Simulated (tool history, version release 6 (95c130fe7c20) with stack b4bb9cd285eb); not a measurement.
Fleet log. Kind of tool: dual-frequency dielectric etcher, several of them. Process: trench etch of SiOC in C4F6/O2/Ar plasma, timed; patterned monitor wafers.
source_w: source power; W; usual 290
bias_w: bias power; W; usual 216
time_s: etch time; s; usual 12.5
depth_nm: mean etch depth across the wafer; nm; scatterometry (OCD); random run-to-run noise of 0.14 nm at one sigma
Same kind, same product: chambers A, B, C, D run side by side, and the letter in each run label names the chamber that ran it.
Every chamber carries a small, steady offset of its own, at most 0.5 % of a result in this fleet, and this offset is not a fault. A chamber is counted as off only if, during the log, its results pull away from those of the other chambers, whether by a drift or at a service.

run,hour,source_w,bias_w,time_s,"read-back reference wafer on the same gauge, depth_nm",depth_nm
1D,6.3,290,216,12.5,27.274,24.061
2C,14.2,290,216,12.5,27.281,24.56
# hour 20.6: chamber A: bias power generator calibrated
3B,23.5,290,216,12.5,27.298,24.355
4A,32.9,290,216,12.5,27.329,24.266
5C,43.4,290,216,12.5,27.276,24.329
6B,49.2,290,216,12.5,27.272,24.295
7D,59.3,290,216,12.5,27.307,24.348
8A,63.9,290,216,12.5,27.319,24.075
9C,68.5,290,216,12.5,27.299,24.305
10B,78.7,290,191,12.5,27.291,23.502
11A,83.4,290,191,12.5,27.317,23.276
12D,90.7,290,191,12.5,27.304,23.553
13C,97.4,290,191,12.5,27.315,23.466
14B,103.5,290,216,12.5,27.327,24.319
15A,108.8,290,216,12.5,27.303,23.943
16D,116.1,290,216,12.5,27.305,24.39
17C,123.8,290,216,12.5,27.285,24.535
18A,133.3,290,216,12.5,27.262,23.98
19B,142.6,290,216,9,27.345,17.595
20D,152.9,290,216,9,27.289,17.584
21D,161.4,290,216,9,27.315,17.675
22C,166.4,290,216,9,27.28,17.766
23B,173.1,290,216,12.5,27.307,24.194
24A,183.2,290,216,12.5,27.346,23.634
25A,192.2,290,238,16.5,27.31,32.001
26D,199.4,290,238,16.5,27.309,33.342
# hour 208.1: chamber D: wet clean of the chamber
27C,210,290,238,16.5,27.282,33.422
28B,217.7,290,238,16.5,27.281,33.222
29A,222.7,290,216,12.5,27.305,23.338
30B,230.9,290,216,12.5,27.319,24.369
31C,237.3,290,216,12.5,27.308,24.437
# hour 238: chamber C: wet clean of the chamber
32D,246.4,290,216,12.5,27.286,24.357
33C,252.8,290,216,12.5,27.334,24.475
34D,262.4,350,216,12.5,27.296,26.004
35A,269.4,350,216,12.5,27.358,25.285
36B,274.2,350,216,12.5,27.323,26.194
37B,279.4,350,216,12.5,27.315,26.219
38D,289,290,216,12.5,27.3,24.545
39C,297.4,290,216,12.5,27.286,24.428
40A,302,290,216,12.5,27.296,23.193

Next, all 4 chambers run the settings below, one line each with question marks for the results. What does each chamber give?
41A,309.7,290,193,12.5,,?
41B,309.7,290,193,12.5,,?
41C,309.7,290,193,12.5,,?
41D,309.7,290,193,12.5,,?

run,depth_nm
41A,22.312
41B,23.532
41C,23.591
41D,23.424

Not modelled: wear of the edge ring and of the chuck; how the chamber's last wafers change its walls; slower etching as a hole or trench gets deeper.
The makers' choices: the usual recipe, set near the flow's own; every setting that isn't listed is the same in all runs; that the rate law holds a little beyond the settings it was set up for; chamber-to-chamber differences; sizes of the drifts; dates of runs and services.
